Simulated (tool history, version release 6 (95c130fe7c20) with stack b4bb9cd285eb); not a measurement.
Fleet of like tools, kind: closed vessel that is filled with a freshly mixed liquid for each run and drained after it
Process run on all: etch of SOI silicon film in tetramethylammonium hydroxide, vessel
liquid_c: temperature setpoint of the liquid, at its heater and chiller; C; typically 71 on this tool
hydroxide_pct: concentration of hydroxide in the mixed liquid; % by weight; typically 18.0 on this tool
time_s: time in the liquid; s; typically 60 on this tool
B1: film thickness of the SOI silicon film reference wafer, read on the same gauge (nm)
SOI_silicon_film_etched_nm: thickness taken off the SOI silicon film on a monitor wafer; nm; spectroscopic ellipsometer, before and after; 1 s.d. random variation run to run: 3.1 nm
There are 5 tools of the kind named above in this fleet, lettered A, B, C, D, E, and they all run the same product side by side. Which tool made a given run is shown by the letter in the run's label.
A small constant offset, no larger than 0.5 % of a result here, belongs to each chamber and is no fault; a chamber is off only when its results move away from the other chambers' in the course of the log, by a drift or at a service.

Run 1B, day 0.262: usual settings; B1 79.993. Result: SOI_silicon_film_etched_nm 355.95 nm.
Run 2E, day 0.542: usual settings; B1 80.004. Result: SOI_silicon_film_etched_nm 356.47 nm.
Run 3C, day 0.842: usual settings; B1 79.985. Result: SOI_silicon_film_etched_nm 361.04 nm.
Run 4D, day 1.004: usual settings; B1 80.030. Result: SOI_silicon_film_etched_nm 358.32 nm.
Run 5A, day 1.158: usual settings; B1 79.994. Result: SOI_silicon_film_etched_nm 356.37 nm.
Run 6D, day 1.300: usual settings; B1 79.968. Result: SOI_silicon_film_etched_nm 353.88 nm.
Run 7E, day 1.517: usual settings but time_s 35 s; B1 79.992. Result: SOI_silicon_film_etched_nm 206.44 nm.
Run 8B, day 1.721: usual settings but time_s 35 s; B1 80.006. Result: SOI_silicon_film_etched_nm 207.88 nm.
Run 9C, day 1.950: usual settings but time_s 35 s; B1 80.021. Result: SOI_silicon_film_etched_nm 206.29 nm.
Run 10A, day 2.121: usual settings but time_s 35 s; B1 79.981. Result: SOI_silicon_film_etched_nm 207.94 nm.
Run 11C, day 2.350: usual settings but time_s 35 s; B1 80.019. Result: SOI_silicon_film_etched_nm 207.93 nm.
Run 12B, day 2.546: usual settings but liquid_c 67 C, time_s 30 s; B1 80.026. Result: SOI_silicon_film_etched_nm 143.97 nm.
Run 13D, day 2.746: usual settings but liquid_c 67 C, time_s 30 s; B1 79.979. Result: SOI_silicon_film_etched_nm 142.70 nm.
At day 2.962: chamber C: thermometer replaced.
Run 14A, day 2.996: usual settings but liquid_c 67 C, time_s 30 s; B1 80.014. Result: SOI_silicon_film_etched_nm 140.79 nm.
Run 15E, day 3.162: usual settings but liquid_c 67 C, time_s 30 s; B1 80.016. Result: SOI_silicon_film_etched_nm 135.98 nm.
Run 16C, day 3.404: usual settings but liquid_c 67 C, time_s 30 s; B1 80.013. Result: SOI_silicon_film_etched_nm 141.99 nm.
Run 17A, day 3.583: usual settings; B1 80.006. Result: SOI_silicon_film_etched_nm 361.41 nm.
Run 18D, day 3.729: usual settings; B1 79.985. Result: SOI_silicon_film_etched_nm 355.49 nm.
Run 19B, day 4.012: usual settings; B1 80.021. Result: SOI_silicon_film_etched_nm 358.08 nm.
Run 20E, day 4.171: usual settings but liquid_c 67 C, hydroxide_pct 14.5 % by weight; B1 79.989. Result: SOI_silicon_film_etched_nm 289.31 nm.
Run 21D, day 4.404: usual settings but liquid_c 67 C, hydroxide_pct 14.5 % by weight; B1 79.960. Result: SOI_silicon_film_etched_nm 306.31 nm.
Run 22B, day 4.638: usual settings but liquid_c 67 C, hydroxide_pct 14.5 % by weight; B1 80.004. Result: SOI_silicon_film_etched_nm 308.21 nm.
Run 23A, day 4.888: usual settings but liquid_c 67 C, hydroxide_pct 14.5 % by weight; B1 79.990. Result: SOI_silicon_film_etched_nm 307.67 nm.
Run 24E, day 5.100: usual settings but liquid_c 67 C, hydroxide_pct 14.5 % by weight; B1 80.018. Result: SOI_silicon_film_etched_nm 286.42 nm.
At day 5.196: chamber A: thermometer replaced.
Run 25C, day 5.229: usual settings but time_s 30 s; B1 80.024. Result: SOI_silicon_film_etched_nm 179.61 nm.
Run 26B, day 5.504: usual settings but time_s 30 s; B1 80.003. Result: SOI_silicon_film_etched_nm 179.81 nm.
Run 27E, day 5.729: usual settings but time_s 30 s; B1 79.979. Result: SOI_silicon_film_etched_nm 166.56 nm.
Run 28A, day 5.862: usual settings but time_s 30 s; B1 80.008. Result: SOI_silicon_film_etched_nm 180.44 nm.
Run 29C, day 6.054: usual settings but time_s 30 s; B1 79.974. Result: SOI_silicon_film_etched_nm 179.75 nm.
Run 30D, day 6.346: usual settings; B1 79.992. Result: SOI_silicon_film_etched_nm 360.91 nm.
Run 31B, day 6.608: usual settings; B1 79.998. Result: SOI_silicon_film_etched_nm 362.40 nm.
Run 32C, day 6.879: usual settings; B1 79.998. Result: SOI_silicon_film_etched_nm 359.84 nm.
Run 33E, day 7.058: usual settings but hydroxide_pct 15.0 % by weight, time_s 30 s; B1 80.013. Result: SOI_silicon_film_etched_nm 171.48 nm.
Run 34A, day 7.221: usual settings but hydroxide_pct 15.0 % by weight, time_s 30 s; B1 79.987. Result: SOI_silicon_film_etched_nm 191.32 nm.

Predict what each chamber gives when all 5 of them run the settings below next.
Run 35A, day 7.433: usual settings but time_s 75 s. Result: SOI_silicon_film_etched_nm ?.
Run 35B, day 7.433: usual settings but time_s 75 s. Result: SOI_silicon_film_etched_nm ?.
Run 35C, day 7.433: usual settings but time_s 75 s. Result: SOI_silicon_film_etched_nm ?.
Run 35D, day 7.433: usual settings but time_s 75 s. Result: SOI_silicon_film_etched_nm ?.
Run 35E, day 7.433: usual settings but time_s 75 s. Result: SOI_silicon_film_etched_nm ?.

run  SOI_silicon_film_etched_nm
35A                      445.60
35B                      449.42
35C                      441.66
35D                      446.90
35E                      398.88
